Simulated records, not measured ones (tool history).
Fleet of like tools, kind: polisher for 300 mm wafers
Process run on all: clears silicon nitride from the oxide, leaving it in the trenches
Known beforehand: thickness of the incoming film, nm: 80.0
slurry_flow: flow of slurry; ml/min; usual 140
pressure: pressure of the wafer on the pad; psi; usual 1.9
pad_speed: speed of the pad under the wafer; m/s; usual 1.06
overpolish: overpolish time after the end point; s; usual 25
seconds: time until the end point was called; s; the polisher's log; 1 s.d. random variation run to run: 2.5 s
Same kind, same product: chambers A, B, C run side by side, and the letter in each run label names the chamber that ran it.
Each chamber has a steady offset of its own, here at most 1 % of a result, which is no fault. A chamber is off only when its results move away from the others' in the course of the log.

run   hour  slurry_flow  pressure  pad_speed  overpolish  wafers polished on this pad  hours since the slurry nozzle was cleaned  hours since the head pressure was calibrated  seconds
 1C    5.9          140       1.9       1.06          25                          461                                      222.1                                         139.7   134.45
      10.8  -- chamber A: worn pad replaced by a new one
 2A   12.3          140       1.9       1.06          25                           16                                      342.7                                          13.0   136.47
 3B   20.3          140       1.9       1.06          25                          646                                       98.1                                         276.3   132.24
 4C   30.6          140       1.9       1.06          25                          733                                      246.8                                         164.4   134.85
 5B   38.4          140       1.9       1.06          25                          845                                      116.2                                         294.4   132.71
      49.0  -- chamber B: worn pad replaced by a new one
 6A   49.9          140       1.9       1.06          25                          430                                      380.3                                          50.6   127.26
      56.9  -- chamber C: worn pad replaced by a new one
 7A   63.2          140       1.9       1.06          25                          576                                      393.6                                          63.9   130.25
      72.8  -- chamber A: worn pad replaced by a new one
 8C   75.5          140       1.9       1.06          25                          205                                      291.7                                         209.3   134.77
 9B   85.5          140       1.9       1.06          25                          401                                      163.3                                         341.5   134.12
10A   98.7          100       1.9       1.06          25                          285                                      429.1                                          99.4   138.31
11C  110.7          100       1.9       1.06          25                          592                                      326.9                                         244.5   149.98
12B  121.1          100       1.9       1.06          25                          792                                      198.9                                         377.1   145.27
13B  129.6          140       1.9       1.06          25                          886                                      207.4                                         385.6   131.66
     133.4  -- chamber A: worn pad replaced by a new one
14A  142.1          140       1.9       1.06          25                           96                                      472.5                                         142.8   129.51
     145.7  -- chamber B: worn pad replaced by a new one
15C  151.4          140       1.9       1.06          25                         1039                                      367.6                                         285.2   131.15
16C  161.7          140       1.9       1.06          25                         1152                                      377.9                                         295.5   134.74
     167.8  -- chamber C: worn pad replaced by a new one
17A  175.2          140       1.9       1.06          25                          460                                      505.6                                         175.9   131.40
18B  188.0          120       1.9       1.06          25                          465                                      265.8                                         444.0   132.49
19B  195.0          120       1.9       1.06          25                          542                                      272.8                                         451.0   134.00
20C  207.1          120       1.9       1.06          25                          432                                      423.3                                         340.9   131.14
     211.5  -- chamber A: worn pad replaced by a new one
21A  218.2          140       1.9       1.06          25                           74                                      548.6                                         218.9   133.49
22C  230.0          140       1.9       1.06          25                          684                                      446.2                                         363.8   135.86
     236.5  -- chamber B: worn pad replaced by a new one
23A  242.2          140       1.9       1.06          25                          338                                      572.6                                         242.9   138.77
24B  251.7          140       1.9       1.06          37                          167                                      329.5                                         507.7   133.40
25B  262.1          140       1.9       1.06          37                          281                                      339.9                                         518.1   129.46
     262.5  -- chamber C: worn pad replaced by a new one
26C  270.7          140       1.9       1.06          37                           90                                      486.9                                         404.5   133.98
27A  278.2          140       1.9       1.06          25                          733                                      608.6                                         278.9   130.65
     288.3  -- chamber A: worn pad replaced by a new one
28B  290.5          140       1.9       1.06          25                          593                                      368.3                                         546.5   131.64
29C  303.4          140       1.9       1.06          25                          449                                      519.6                                         437.2   135.37
30A  314.0          140       1.9       1.06          25                          282                                      644.4                                         314.7   133.10
     315.9  -- chamber B: worn pad replaced by a new one
31C  324.0          140       1.9       1.06          25                          676                                      540.2                                         457.8   133.50
32B  332.7          140       1.9       1.06          25                          184                                      410.5                                         588.7   136.04
33A  342.7          140       1.9       1.06          25                          598                                      673.1                                         343.4   132.57

Decide between three cases: one chamber stands off from its peers, the gauge reading all wafers drifts, or nothing is wrong past each chamber's small offset. Where a chamber is off, say which and what most likely put it there.

All chambers stay in line apart from their small fixed offsets, and the gauge does not drift.
